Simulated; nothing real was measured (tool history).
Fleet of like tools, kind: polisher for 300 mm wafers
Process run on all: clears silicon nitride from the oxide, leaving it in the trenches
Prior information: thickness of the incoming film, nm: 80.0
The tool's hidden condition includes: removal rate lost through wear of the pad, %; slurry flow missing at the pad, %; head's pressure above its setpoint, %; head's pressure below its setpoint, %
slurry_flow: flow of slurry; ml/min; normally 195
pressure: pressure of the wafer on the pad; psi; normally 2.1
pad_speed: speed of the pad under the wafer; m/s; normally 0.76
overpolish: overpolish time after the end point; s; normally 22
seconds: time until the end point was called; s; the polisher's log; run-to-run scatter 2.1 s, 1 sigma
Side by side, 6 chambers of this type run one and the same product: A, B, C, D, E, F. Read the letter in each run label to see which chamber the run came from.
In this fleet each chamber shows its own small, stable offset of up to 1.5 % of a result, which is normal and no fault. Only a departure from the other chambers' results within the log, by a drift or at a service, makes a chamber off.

run   hour  slurry_flow  pressure  pad_speed  overpolish  wafers polished on this pad  hours since the slurry nozzle was cleaned  hours since the head pressure was calibrated  seconds
       0.1  -- chamber D: worn pad replaced by a new one
       1.9  -- chamber E: worn pad replaced by a new one
 1A   10.7          195       2.1       0.76          22                          316                                      250.6                                         385.4   153.23
 2E   18.9          195       2.1       0.76          22                          151                                       78.9                                         445.5   149.12
      20.1  -- chamber A: slurry nozzle cleaned
 3F     25          195       2.1       0.76          22                          978                                       34.1                                         223.7    154.6
      28.8  -- chamber F: worn pad replaced by a new one
 4B   30.8          195       2.1       0.76          22                          463                                      118.1                                         521.5    150.6
 5D   37.7          195       2.1       0.76          22                          334                                      387.7                                         660.3   156.41
        44  -- chamber B: head pressure recalibrated
 6C   48.6          195       2.1       0.76          22                          903                                      181.5                                         698.5   151.76
      53.7  -- chamber A: worn pad replaced by a new one
 7A   57.5          195       2.1       0.76          22                           33                                       37.4                                         432.2   154.29
      66.5  -- chamber D: worn pad replaced by a new one
 8D   68.2          195       2.1       0.76          22                           15                                      418.2                                         690.8   156.88
      72.6  -- chamber B: worn pad replaced by a new one
 9F   78.8          195       2.1       0.76          22                          443                                       87.9                                         277.5      150
      80.6  -- chamber D: slurry nozzle cleaned
10B     89          195       2.1       0.76          22                          145                                      176.3                                            45   153.74
      89.5  -- chamber C: worn pad replaced by a new one
      99.3  -- chamber B: slurry nozzle cleaned
11E   99.4          195       2.1       0.76          22                          865                                      159.4                                           526   154.81
       102  -- chamber E: worn pad replaced by a new one
12C  108.3          195       2.1       0.76          22                          167                                      241.2                                         758.2   149.13
13D  119.4          195       2.1       0.76          22                          469                                       38.8                                           742   155.03
14F  125.4          195       2.1       0.76          22                          857                                      134.5                                         324.1   151.13
     128.6  -- chamber F: head pressure recalibrated
     130.4  -- chamber D: worn pad replaced by a new one
15C  135.2          195       2.1       0.76          22                          405                                      268.1                                         785.1   151.94
     138.5  -- chamber F: worn pad replaced by a new one
     140.1  -- chamber A: worn pad replaced by a new one
     143.3  -- chamber B: worn pad replaced by a new one
16E  145.4          195       2.1       0.76          22                          385                                      205.4                                           572   157.12
17A  152.7          195       2.1       0.76          22                          112                                      132.6                                         527.4   151.99
18B  163.1          195       2.1       0.76          22                          176                                       63.8                                         119.1   157.88
19D  168.9          195       2.1       0.84          22                          341                                       88.3                                         791.5   139.32
     169.4  -- chamber C: slurry nozzle cleaned
20B  176.7          195       2.1       0.84          22                          296                                       77.4                                         132.7   137.56
21F    187          195       2.1       0.84          22                          431                                      196.1                                          58.5   142.15
     189.8  -- chamber E: slurry nozzle cleaned
22E    194          195       2.1       0.84          22                          816                                        4.2                                         620.6   142.72
23C  204.1          195       2.1       0.84          22                         1017                                       34.8                                           854   141.75
     209.6  -- chamber D: worn pad replaced by a new one
     213.5  -- chamber A: worn pad replaced by a new one
24A  215.4          195       2.1       0.84          22                           17                                      195.3                                         590.1   140.52
     218.4  -- chamber E: worn pad replaced by a new one
25E  221.6          195       2.1       0.76          22                           29                                       31.8                                         648.2   150.43
     223.9  -- chamber B: worn pad replaced by a new one
26A  233.2          195       2.1       0.76          22                          175                                      213.1                                         607.9   153.67
     243.6  -- chamber C: worn pad replaced by a new one
27F  244.1          195       2.1       0.76          22                          937                                      253.2                                         115.6   157.99
28B  249.5          230       2.1       0.76          22                          227                                      150.2                                         205.5   149.38
29D  254.9          230       2.1       0.76          22                          402                                      174.3                                         877.5   152.71
30C  261.9          230       2.1       0.76          22                          163                                       92.6                                         911.8   146.83
     266.9  -- chamber F: worn pad replaced by a new one
31F  268.2          230       2.1       0.76          22                           11                                      277.3                                         139.7    149.5
     275.8  -- chamber D: worn pad replaced by a new one
32D  277.6          230       2.1       0.76          22                           16                                        197                                         900.2   154.29
     281.8  -- chamber A: worn pad replaced by a new one
33C  282.9          230       2.1       0.76          22                          349                                      113.6                                         932.8   149.65
34A  290.2          195       2.1       0.76          22                           74                                      270.1                                         664.9   153.14
     291.6  -- chamber A: slurry nozzle cleaned
35B  298.6          195       2.1       0.76          22                          662                                      199.3                                         254.6   151.67
     300.9  -- chamber B: worn pad replaced by a new one
     307.1  -- chamber D: head pressure recalibrated
36E  307.6          195       2.1       0.76          22                          792                                      117.8                                         734.2   150.74
37F    313          195       2.1       0.76          22                          409                                      322.1                                         184.5   150.13
     319.6  -- chamber B: slurry nozzle cleaned
38B  322.3          195       2.1       0.76          22                          189                                        2.8                                         278.3   150.85
39D  333.3          195       2.1       0.76          22                          510                                      252.7                                          26.3   155.77
     336.4  -- chamber E: worn pad replaced by a new one
40E  338.9          195       2.1       0.76          22                           22                                      149.1                                         765.5   151.46
41C  350.1          195       2.1       0.76          22                          945                                      180.8                                          1000    151.9
       359  -- chamber A: worn pad replaced by a new one
42A  360.6          195       2.1       0.76          22                           14                                         69                                         735.3   153.75

Next, all 6 chambers run the settings below, one line each with question marks for the results. What does each chamber give?
43A   369          195       2.6       0.76          22                                                                                                                              ?
43B   369          195       2.6       0.76          22                                                                                                                              ?
43C   369          195       2.6       0.76          22                                                                                                                              ?
43D   369          195       2.6       0.76          22                                                                                                                              ?
43E   369          195       2.6       0.76          22                                                                                                                              ?
43F   369          195       2.6       0.76          22                                                                                                                              ?

run  seconds
43A   126.33
43B   126.27
43C   122.35
43D   125.37
43E   121.81
43F   124.65
